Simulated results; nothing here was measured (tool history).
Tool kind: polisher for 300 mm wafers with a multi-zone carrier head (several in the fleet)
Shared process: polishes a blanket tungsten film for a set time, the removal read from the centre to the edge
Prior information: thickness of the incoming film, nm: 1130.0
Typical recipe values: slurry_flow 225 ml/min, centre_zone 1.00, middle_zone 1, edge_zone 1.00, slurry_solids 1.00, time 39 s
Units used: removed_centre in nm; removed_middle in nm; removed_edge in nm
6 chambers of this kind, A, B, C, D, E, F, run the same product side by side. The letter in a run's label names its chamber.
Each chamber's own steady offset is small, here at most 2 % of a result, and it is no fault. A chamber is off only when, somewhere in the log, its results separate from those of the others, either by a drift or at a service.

run,hour,slurry_flow,centre_zone,middle_zone,edge_zone,slurry_solids,time,removed_centre,removed_middle,removed_edge
1C,4.7,225,1.00,1,1.00,1.00,39,165.09,166.93,164.28
# hour 10.4: chamber C: centre zone pressure recalibrated
# hour 10.6: chamber F: worn pad replaced by a new one
2B,13.0,225,1.00,1,1.00,1.00,39,167.75,166.74,165.38
3F,21.3,225,1.00,1,1.00,1.00,39,168.41,166.60,165.35
4D,25.6,225,1.00,1,1.00,1.00,39,167.60,163.91,165.78
# hour 29.3: chamber E: worn pad replaced by a new one
5A,32.4,225,1.00,1,1.00,1.00,39,168.51,165.37,165.28
6E,37.9,225,1.00,1,1.00,1.00,39,167.60,166.19,165.14
7D,45.9,225,1.00,1,1.00,1.00,39,166.57,164.62,165.14
8F,51.0,225,1.00,1,1.00,1.00,39,165.76,164.96,164.16
# hour 56.4: chamber B: edge zone pressure recalibrated
9A,57.0,225,0.91,1,1.00,0.75,39,141.96,154.67,153.84
10E,61.8,225,0.91,1,1.00,0.75,39,141.02,156.05,155.96
# hour 61.9: chamber F: worn pad replaced by a new one
# hour 69.1: chamber C: edge zone pressure recalibrated
11B,69.1,225,0.91,1,1.00,0.75,39,138.11,154.97,153.71
# hour 76.7: chamber D: worn pad replaced by a new one
# hour 77.8: chamber C: worn pad replaced by a new one
12C,78.0,225,0.91,1,1.00,0.75,39,141.31,156.52,155.90
13D,83.2,225,0.91,1,1.00,0.75,39,140.41,153.32,153.65
14F,90.6,225,0.91,1,1.00,0.75,39,139.65,155.12,153.24
# hour 91.2: chamber A: worn pad replaced by a new one
15A,99.4,225,1.00,1,1.00,1.00,39,168.65,164.25,164.76
16B,104.1,225,1.00,1,1.00,1.00,39,162.69,167.29,164.25
# hour 107.8: chamber F: centre zone pressure recalibrated
17C,109.4,225,1.00,1,1.00,1.00,39,166.87,168.02,165.16
# hour 114.8: chamber B: worn pad replaced by a new one
18E,116.7,225,1.00,1,1.00,1.00,39,168.55,165.73,172.08
# hour 119.1: chamber A: centre zone pressure recalibrated
# hour 120.6: chamber F: worn pad replaced by a new one
# hour 120.8: chamber E: worn pad replaced by a new one
19E,125.0,225,1.00,1,1.00,1.00,39,170.54,164.34,170.41
20B,130.1,225,1.00,1,1.00,1.00,39,163.22,166.62,166.21
21A,134.5,225,1.00,1,1.00,1.00,39,167.12,166.42,167.65
22C,142.2,225,1.00,1,1.00,1.00,39,166.87,164.86,166.36
23D,149.0,225,1.00,1,1.00,1.00,39,164.24,160.76,166.75
# hour 152.2: chamber E: slurry nozzle cleaned
24F,155.4,260,1.00,1,1.08,1.00,39,170.68,167.83,173.06
25C,160.3,260,1.00,1,1.08,1.00,39,169.99,170.05,173.31
# hour 167.7: chamber F: worn pad replaced by a new one
26D,168.3,260,1.00,1,1.08,1.00,39,167.00,162.32,170.50
27A,175.4,260,1.00,1,1.08,1.00,39,172.31,169.89,175.21
# hour 178.7: chamber D: worn pad replaced by a new one
28F,183.9,260,1.00,1,1.08,1.00,39,169.43,168.53,176.60
# hour 184.4: chamber A: worn pad replaced by a new one
29B,188.9,260,1.00,1,1.08,1.00,39,169.20,170.18,173.75
30E,196.5,225,1.00,1,1.00,1.00,39,168.36,167.45,168.98
# hour 197.3: chamber A: slurry nozzle cleaned
31C,203.4,225,1.00,1,1.00,1.00,39,164.68,165.58,163.53
# hour 208.2: chamber F: slurry nozzle cleaned
32B,212.3,225,1.00,1,1.00,1.00,39,165.60,166.28,164.24
33A,216.5,225,1.00,1,1.00,1.00,39,167.54,165.98,164.72
# hour 216.8: chamber F: worn pad replaced by a new one
34D,224.7,225,1.00,1,1.00,1.00,39,155.31,155.33,159.22
# hour 225.2: chamber E: worn pad replaced by a new one
35E,231.4,225,1.00,1,1.00,1.00,39,166.52,164.70,165.22
36F,238.9,225,1.00,1,1.00,1.00,39,165.69,165.63,163.49
37E,246.9,225,1.00,1,1.00,1.00,39,167.27,164.20,168.57

Predict what each chamber gives when all 6 of them run the settings below next.
38A,253.4,225,1.00,1,1.00,1.00,52,?,?,?
38B,253.4,225,1.00,1,1.00,1.00,52,?,?,?
38C,253.4,225,1.00,1,1.00,1.00,52,?,?,?
38D,253.4,225,1.00,1,1.00,1.00,52,?,?,?
38E,253.4,225,1.00,1,1.00,1.00,52,?,?,?
38F,253.4,225,1.00,1,1.00,1.00,52,?,?,?

run,removed_centre,removed_middle,removed_edge
38A,219.01,220.77,220.51
38B,220.25,219.49,219.23
38C,219.53,223.65,217.25
38D,202.51,202.47,210.15
38E,228.48,222.11,225.37
38F,217.21,223.69,217.47
